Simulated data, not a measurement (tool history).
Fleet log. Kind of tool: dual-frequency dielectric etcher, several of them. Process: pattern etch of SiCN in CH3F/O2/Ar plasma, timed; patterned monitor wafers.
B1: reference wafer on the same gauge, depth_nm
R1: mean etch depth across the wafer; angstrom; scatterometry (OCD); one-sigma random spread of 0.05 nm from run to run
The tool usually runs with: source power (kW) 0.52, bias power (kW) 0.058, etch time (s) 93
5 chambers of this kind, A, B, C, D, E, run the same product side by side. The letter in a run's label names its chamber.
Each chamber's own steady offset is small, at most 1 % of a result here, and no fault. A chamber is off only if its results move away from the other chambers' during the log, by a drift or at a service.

run 1C hour=10 | source_power_(kW)=0.52 bias_power_(kW)=0.058 etch_time_(s)=93 | B1=39.714 | R1=357.43
run 2E hour=20.2 | source_power_(kW)=0.52 bias_power_(kW)=0.058 etch_time_(s)=93 | B1=39.714 | R1=359.8
-- hour=21.7 chamber D: wet clean of the chamber
run 3A hour=29.1 | source_power_(kW)=0.52 bias_power_(kW)=0.058 etch_time_(s)=93 | B1=39.716 | R1=358.34
run 4D hour=37.2 | source_power_(kW)=0.52 bias_power_(kW)=0.058 etch_time_(s)=93 | B1=39.705 | R1=359.16
run 5B hour=44.1 | source_power_(kW)=0.52 bias_power_(kW)=0.058 etch_time_(s)=93 | B1=39.708 | R1=360.53
run 6E hour=55.8 | source_power_(kW)=0.52 bias_power_(kW)=0.058 etch_time_(s)=93 | B1=39.732 | R1=360.55
run 7C hour=69.8 | source_power_(kW)=0.52 bias_power_(kW)=0.05 etch_time_(s)=73 | B1=39.745 | R1=267.16
run 8B hour=78.7 | source_power_(kW)=0.52 bias_power_(kW)=0.05 etch_time_(s)=73 | B1=39.748 | R1=270.38
run 9D hour=88.6 | source_power_(kW)=0.52 bias_power_(kW)=0.05 etch_time_(s)=73 | B1=39.76 | R1=269.85
run 10A hour=96.5 | source_power_(kW)=0.52 bias_power_(kW)=0.05 etch_time_(s)=73 | B1=39.746 | R1=267.49
-- hour=99.7 chamber B: wet clean of the chamber
run 11A hour=107 | source_power_(kW)=0.52 bias_power_(kW)=0.05 etch_time_(s)=73 | B1=39.767 | R1=267.88
-- hour=112.8 chamber C: wet clean of the chamber
run 12E hour=117.3 | source_power_(kW)=0.52 bias_power_(kW)=0.058 etch_time_(s)=93 | B1=39.774 | R1=361.77
run 13C hour=130 | source_power_(kW)=0.52 bias_power_(kW)=0.058 etch_time_(s)=93 | B1=39.778 | R1=356.87
run 14B hour=142.6 | source_power_(kW)=0.52 bias_power_(kW)=0.058 etch_time_(s)=93 | B1=39.769 | R1=361.43
run 15D hour=149.2 | source_power_(kW)=0.52 bias_power_(kW)=0.058 etch_time_(s)=93 | B1=39.786 | R1=359.9
run 16A hour=162.3 | source_power_(kW)=0.52 bias_power_(kW)=0.058 etch_time_(s)=93 | B1=39.778 | R1=358.24
run 17C hour=168.4 | source_power_(kW)=0.52 bias_power_(kW)=0.058 etch_time_(s)=93 | B1=39.807 | R1=357.2
-- hour=177.2 chamber E: wet clean of the chamber
run 18D hour=180 | source_power_(kW)=0.52 bias_power_(kW)=0.058 etch_time_(s)=93 | B1=39.806 | R1=360.31
run 19B hour=190.9 | source_power_(kW)=0.52 bias_power_(kW)=0.058 etch_time_(s)=93 | B1=39.815 | R1=361.98
run 20E hour=198.9 | source_power_(kW)=0.52 bias_power_(kW)=0.058 etch_time_(s)=93 | B1=39.821 | R1=361.49
run 21B hour=212.1 | source_power_(kW)=0.52 bias_power_(kW)=0.058 etch_time_(s)=93 | B1=39.834 | R1=361.29
run 22A hour=225.8 | source_power_(kW)=0.52 bias_power_(kW)=0.058 etch_time_(s)=93 | B1=39.834 | R1=357.99
run 23C hour=233.4 | source_power_(kW)=0.52 bias_power_(kW)=0.058 etch_time_(s)=93 | B1=39.826 | R1=358.97
run 24E hour=241.5 | source_power_(kW)=0.56 bias_power_(kW)=0.058 etch_time_(s)=93 | B1=39.839 | R1=372.73
run 25D hour=252.6 | source_power_(kW)=0.56 bias_power_(kW)=0.058 etch_time_(s)=93 | B1=39.844 | R1=370.89
run 26B hour=264.8 | source_power_(kW)=0.56 bias_power_(kW)=0.058 etch_time_(s)=93 | B1=39.862 | R1=372.73
run 27E hour=275.3 | source_power_(kW)=0.56 bias_power_(kW)=0.058 etch_time_(s)=93 | B1=39.865 | R1=373.75
run 28C hour=281.4 | source_power_(kW)=0.56 bias_power_(kW)=0.058 etch_time_(s)=93 | B1=39.863 | R1=367.82
run 29D hour=293 | source_power_(kW)=0.45 bias_power_(kW)=0.058 etch_time_(s)=82.5 | B1=39.872 | R1=302.85
run 30A hour=306.2 | source_power_(kW)=0.45 bias_power_(kW)=0.058 etch_time_(s)=82.5 | B1=39.875 | R1=301.23
run 31B hour=317.2 | source_power_(kW)=0.45 bias_power_(kW)=0.058 etch_time_(s)=82.5 | B1=39.889 | R1=304.33
run 32D hour=323.3 | source_power_(kW)=0.45 bias_power_(kW)=0.058 etch_time_(s)=82.5 | B1=39.902 | R1=302.67
run 33A hour=334.9 | source_power_(kW)=0.45 bias_power_(kW)=0.058 etch_time_(s)=82.5 | B1=39.888 | R1=301.2
run 34C hour=343.8 | source_power_(kW)=0.43 bias_power_(kW)=0.058 etch_time_(s)=66.5 | B1=39.906 | R1=238.74
run 35E hour=351.5 | source_power_(kW)=0.43 bias_power_(kW)=0.058 etch_time_(s)=66.5 | B1=39.904 | R1=241.85
run 36D hour=364 | source_power_(kW)=0.43 bias_power_(kW)=0.058 etch_time_(s)=66.5 | B1=39.917 | R1=240.3
run 37C hour=372.3 | source_power_(kW)=0.43 bias_power_(kW)=0.058 etch_time_(s)=66.5 | B1=39.907 | R1=239.04
run 38E hour=383.3 | source_power_(kW)=0.43 bias_power_(kW)=0.058 etch_time_(s)=66.5 | B1=39.913 | R1=241.34

Read the log: is a single chamber off, either drifting away or since a service, is the gauge that measures every chamber drifting, or is nothing wrong beyond small per-chamber offsets? Name any odd chamber and what most likely caused it.

No chamber is off; the gauge reading every chamber's wafers drifts, which makes the whole fleet appear to move together.
Most likely cause: gauge reads high (%) = 0.576.

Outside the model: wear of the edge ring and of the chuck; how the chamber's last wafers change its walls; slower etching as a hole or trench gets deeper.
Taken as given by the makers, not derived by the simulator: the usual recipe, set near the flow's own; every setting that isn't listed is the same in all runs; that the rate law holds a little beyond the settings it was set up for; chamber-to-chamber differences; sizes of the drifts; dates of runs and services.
